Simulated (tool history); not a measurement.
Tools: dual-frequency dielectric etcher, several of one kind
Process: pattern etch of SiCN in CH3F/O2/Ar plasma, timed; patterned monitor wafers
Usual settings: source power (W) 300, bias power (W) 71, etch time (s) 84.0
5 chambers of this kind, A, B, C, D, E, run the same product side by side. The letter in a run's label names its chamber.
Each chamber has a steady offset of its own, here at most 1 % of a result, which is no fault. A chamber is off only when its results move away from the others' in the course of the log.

run	hour	source power (W)	bias power (W)	etch time (s)	read-back reference wafer on the same gauge, depth_nm	mean etch depth across the wafer (nm)
1D	12.0	300	71	84.0	24.299	27.901
# hour 18.0: chamber D: source power generator calibrated
2A	19.5	300	71	84.0	24.277	28.278
3E	32.5	300	71	84.0	24.263	28.073
# hour 40.5: chamber A: bias power generator calibrated
4C	45.9	300	71	84.0	24.323	28.139
5B	54.8	300	71	84.0	24.319	27.847
6A	62.0	300	71	84.0	24.263	27.727
7E	75.1	300	71	84.0	24.285	28.321
8B	81.4	300	64	84.0	24.337	26.983
# hour 83.6: chamber A: source power generator calibrated
9D	93.4	300	64	84.0	24.289	27.251
10C	103.4	300	64	84.0	24.301	27.412
11A	109.6	300	64	84.0	24.312	26.603
12B	120.0	300	64	84.0	24.308	27.294
# hour 123.5: chamber B: bias power generator calibrated
13D	132.0	300	71	84.0	24.295	27.967
14C	140.0	300	71	84.0	24.293	28.490
15E	147.7	300	71	84.0	24.311	28.222
16D	153.9	300	71	84.0	24.300	28.155
17E	162.2	300	71	84.0	24.290	28.186
18C	170.2	300	71	84.0	24.289	28.467
19A	176.5	300	71	84.0	24.293	27.724
# hour 176.9: chamber B: wet clean of the chamber
20B	184.1	300	71	84.0	24.312	28.359
21B	195.3	300	58	75.5	24.330	23.750
# hour 199.0: chamber C: wet clean of the chamber
22D	203.6	300	58	75.5	24.270	23.579
23E	210.3	300	58	75.5	24.311	23.660
# hour 216.2: chamber C: source power generator calibrated
24A	222.1	300	58	75.5	24.288	23.431
25C	234.9	300	58	75.5	24.271	24.003
26C	242.6	300	71	84.0	24.291	28.313
27A	248.5	300	71	84.0	24.247	27.968
28D	256.4	300	71	84.0	24.229	28.206
29B	267.4	300	87	84.0	24.284	30.677
30E	278.5	300	87	84.0	24.289	30.212
31E	286.3	300	87	84.0	24.289	30.347
32C	295.0	300	87	84.0	24.263	30.483
33A	304.3	300	87	84.0	24.329	30.147
34D	316.1	300	71	84.0	24.284	28.226
35B	327.9	300	62	84.0	24.271	26.610
36A	337.5	300	62	84.0	24.323	26.378
37B	349.6	300	62	84.0	24.348	26.900
38E	356.7	300	62	84.0	24.352	26.619

What goes on in this fleet: one chamber off, a drifting gauge, or nothing beyond the chambers' own small offsets? Name the chamber and the cause, if any.

No chamber stands off beyond its own small offset, and the gauge holds steady.
